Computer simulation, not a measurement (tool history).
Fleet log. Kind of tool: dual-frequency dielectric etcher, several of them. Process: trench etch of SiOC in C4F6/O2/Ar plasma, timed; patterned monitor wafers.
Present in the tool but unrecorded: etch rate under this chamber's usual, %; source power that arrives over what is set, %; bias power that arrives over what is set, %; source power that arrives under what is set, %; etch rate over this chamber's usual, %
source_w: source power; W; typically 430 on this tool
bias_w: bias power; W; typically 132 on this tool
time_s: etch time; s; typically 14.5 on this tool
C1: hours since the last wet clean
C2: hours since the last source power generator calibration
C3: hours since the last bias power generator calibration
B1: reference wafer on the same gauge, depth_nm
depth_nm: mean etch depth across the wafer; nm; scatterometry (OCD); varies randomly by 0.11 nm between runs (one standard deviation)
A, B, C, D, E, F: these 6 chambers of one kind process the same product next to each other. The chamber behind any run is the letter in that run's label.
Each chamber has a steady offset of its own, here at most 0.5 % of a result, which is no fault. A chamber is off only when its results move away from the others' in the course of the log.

Run 1D, hour 4.6: usual settings; C1 261.8; C2 366.1; C3 1231.1; B1 25.991. Result: depth_nm 28.382 nm.
Run 2B, hour 8.5: usual settings; C1 346.7; C2 3615.2; C3 3140.5; B1 25.992. Result: depth_nm 28.363 nm.
Run 3F, hour 16.4: usual settings; C1 77.7; C2 860; C3 372.1; B1 26.002. Result: depth_nm 28.201 nm.
Run 4E, hour 21.5: usual settings; C1 261.2; C2 2387.2; C3 3219.7; B1 26.009. Result: depth_nm 28.307 nm.
Run 5C, hour 28: usual settings; C1 356.2; C2 1585.6; C3 1143.9; B1 25.983. Result: depth_nm 28.416 nm.
Run 6A, hour 34.8: usual settings; C1 494.3; C2 3058.5; C3 670.6; B1 26.012. Result: depth_nm 28.141 nm.
Run 7E, hour 42.4: usual settings but source_w 460 W, bias_w 101 W; C1 282.1; C2 2408.1; C3 3240.6; B1 25.988. Result: depth_nm 27.118 nm.
At hour 49.9: chamber C: wet clean of the chamber.
Run 8F, hour 51.1: usual settings but source_w 460 W, bias_w 101 W; C1 112.4; C2 894.7; C3 406.8; B1 25.993. Result: depth_nm 26.678 nm.
Run 9A, hour 57.7: usual settings but source_w 460 W, bias_w 101 W; C1 517.2; C2 3081.4; C3 693.5; B1 25.989. Result: depth_nm 26.781 nm.
Run 10C, hour 62.2: usual settings but source_w 460 W, bias_w 101 W; C1 12.4; C2 1619.8; C3 1178.1; B1 25.985. Result: depth_nm 27.054 nm.
Run 11B, hour 66.8: usual settings but source_w 460 W, bias_w 101 W; C1 405; C2 3673.5; C3 3198.8; B1 26.002. Result: depth_nm 27.026 nm.
Run 12D, hour 70.6: usual settings but source_w 460 W, bias_w 101 W; C1 327.8; C2 432.1; C3 1297.1; B1 26.023. Result: depth_nm 26.993 nm.
Run 13B, hour 76.5: usual settings but source_w 400 W, bias_w 111 W; C1 414.7; C2 3683.2; C3 3208.5; B1 26.019. Result: depth_nm 26.142 nm.
Run 14C, hour 85: usual settings but source_w 400 W, bias_w 111 W; C1 35.2; C2 1642.6; C3 1200.9; B1 25.983. Result: depth_nm 26.081 nm.
Run 15D, hour 90.4: usual settings but source_w 400 W, bias_w 111 W; C1 347.6; C2 451.9; C3 1316.9; B1 26.001. Result: depth_nm 26.078 nm.
At hour 92: chamber E: wet clean of the chamber.
Run 16F, hour 96: usual settings but source_w 400 W, bias_w 111 W; C1 157.3; C2 939.6; C3 451.7; B1 25.983. Result: depth_nm 26.168 nm.
At hour 100.9: chamber B: wet clean of the chamber.
Run 17A, hour 103.3: usual settings but source_w 400 W, bias_w 111 W; C1 562.8; C2 3127; C3 739.1; B1 26.023. Result: depth_nm 25.893 nm.
Run 18E, hour 109.6: usual settings but source_w 400 W, bias_w 111 W; C1 17.7; C2 2475.3; C3 3307.8; B1 25.991. Result: depth_nm 26 nm.
Run 19D, hour 117.8: usual settings but source_w 380 W, bias_w 117 W; C1 375; C2 479.3; C3 1344.3; B1 26.006. Result: depth_nm 26.04 nm.
Run 20E, hour 125.6: usual settings but source_w 380 W, bias_w 117 W; C1 33.7; C2 2491.3; C3 3323.8; B1 26.027. Result: depth_nm 26.227 nm.
Run 21F, hour 132: usual settings but source_w 380 W, bias_w 117 W; C1 193.3; C2 975.6; C3 487.7; B1 26.025. Result: depth_nm 25.824 nm.
Run 22A, hour 136.4: usual settings but source_w 380 W, bias_w 117 W; C1 595.9; C2 3160.1; C3 772.2; B1 25.96. Result: depth_nm 25.776 nm.
Run 23B, hour 141: usual settings but source_w 380 W, bias_w 117 W; C1 40.2; C2 3747.7; C3 3273; B1 26.003. Result: depth_nm 25.042 nm.
Run 24C, hour 148.7: usual settings but source_w 380 W, bias_w 117 W; C1 98.9; C2 1706.3; C3 1264.6; B1 26.013. Result: depth_nm 25.96 nm.
Run 25F, hour 156.2: usual settings; C1 217.5; C2 999.8; C3 511.9; B1 26.018. Result: depth_nm 28.113 nm.
Run 26A, hour 163.9: usual settings but source_w 500 W, bias_w 151 W; C1 623.4; C2 3187.6; C3 799.7; B1 26.032. Result: depth_nm 30.833 nm.
Run 27D, hour 168.1: usual settings but source_w 500 W, bias_w 151 W; C1 425.3; C2 529.6; C3 1394.6; B1 25.989. Result: depth_nm 31.242 nm.
At hour 168.9: chamber E: bias power generator calibrated.
Run 28E, hour 172.7: usual settings but source_w 500 W, bias_w 151 W; C1 80.8; C2 2538.4; C3 3.8; B1 25.989. Result: depth_nm 31.252 nm.
Run 29C, hour 178.6: usual settings but source_w 500 W, bias_w 151 W; C1 128.8; C2 1736.2; C3 1294.5; B1 25.995. Result: depth_nm 31.094 nm.
Run 30B, hour 183.9: usual settings but source_w 500 W, bias_w 151 W; C1 83.1; C2 3790.6; C3 3315.9; B1 26.011. Result: depth_nm 30.135 nm.
At hour 189.8: chamber A: wet clean of the chamber.
Run 31C, hour 190.8: usual settings but source_w 500 W, bias_w 151 W; C1 141; C2 1748.4; C3 1306.7; B1 26.004. Result: depth_nm 31.102 nm.
Run 32D, hour 197: usual settings; C1 454.2; C2 558.5; C3 1423.5; B1 25.992. Result: depth_nm 28.166 nm.
Run 33B, hour 202.7: usual settings; C1 101.9; C2 3809.4; C3 3334.7; B1 26.014. Result: depth_nm 27.42 nm.
Run 34E, hour 210.1: usual settings; C1 118.2; C2 2575.8; C3 41.2; B1 25.99. Result: depth_nm 28.233 nm.
Run 35F, hour 218.1: usual settings; C1 279.4; C2 1061.7; C3 573.8; B1 25.998. Result: depth_nm 28.188 nm.
Run 36A, hour 222.1: usual settings; C1 32.3; C2 3245.8; C3 857.9; B1 25.976. Result: depth_nm 27.957 nm.
Run 37F, hour 230.3: usual settings; C1 291.6; C2 1073.9; C3 586; B1 25.972. Result: depth_nm 28.091 nm.
Run 38E, hour 236.6: usual settings but bias_w 147 W; C1 144.7; C2 2602.3; C3 67.7; B1 26.031. Result: depth_nm 29.322 nm.
Run 39B, hour 245.5: usual settings but bias_w 147 W; C1 144.7; C2 3852.2; C3 3377.5; B1 25.984. Result: depth_nm 27.903 nm.
Run 40A, hour 253.8: usual settings but bias_w 147 W; C1 64; C2 3277.5; C3 889.6; B1 25.995. Result: depth_nm 29.111 nm.
Run 41D, hour 257.9: usual settings but bias_w 147 W; C1 515.1; C2 619.4; C3 1484.4; B1 26.009. Result: depth_nm 29.119 nm.

Which is it: a chamber that has drifted or been left off by a service, a gauge drift common to all chambers, or only each chamber's usual small offset? If a chamber is off, name it and its likeliest cause.

The work done on chamber B during a service left it standing apart from the others.
What lies behind it: etch rate under this chamber's usual, % = 3.48.

Below are 4 candidate recipes for chamber B's next run, each the usual settings with a change, their results shown as question marks. Which of them brings B's results back in line with what the other chambers give on the usual settings?
Maximum distance from the other chambers' mean on the usual settings for a result to count as in line: depth_nm 0.4 nm
Run 42B-1, hour 264.4: usual settings but source_w 500 W. Result: depth_nm ?.
Run 42B-2, hour 264.4: usual settings but source_w 390 W, bias_w 123 W. Result: depth_nm ?.
Run 42B-3, hour 264.4: usual settings but bias_w 133 W, time_s 15 s. Result: depth_nm ?.
Run 42B-4, hour 264.4: usual settings but source_w 410 W, bias_w 127 W. Result: depth_nm ?.

Usual-settings mean across the other chambers: depth_nm 28.197 nm
  run  depth_nm
42B-1    28.985
42B-2    25.717
42B-3    28.297
42B-4     26.48
42B-3 brings the chamber back in line.
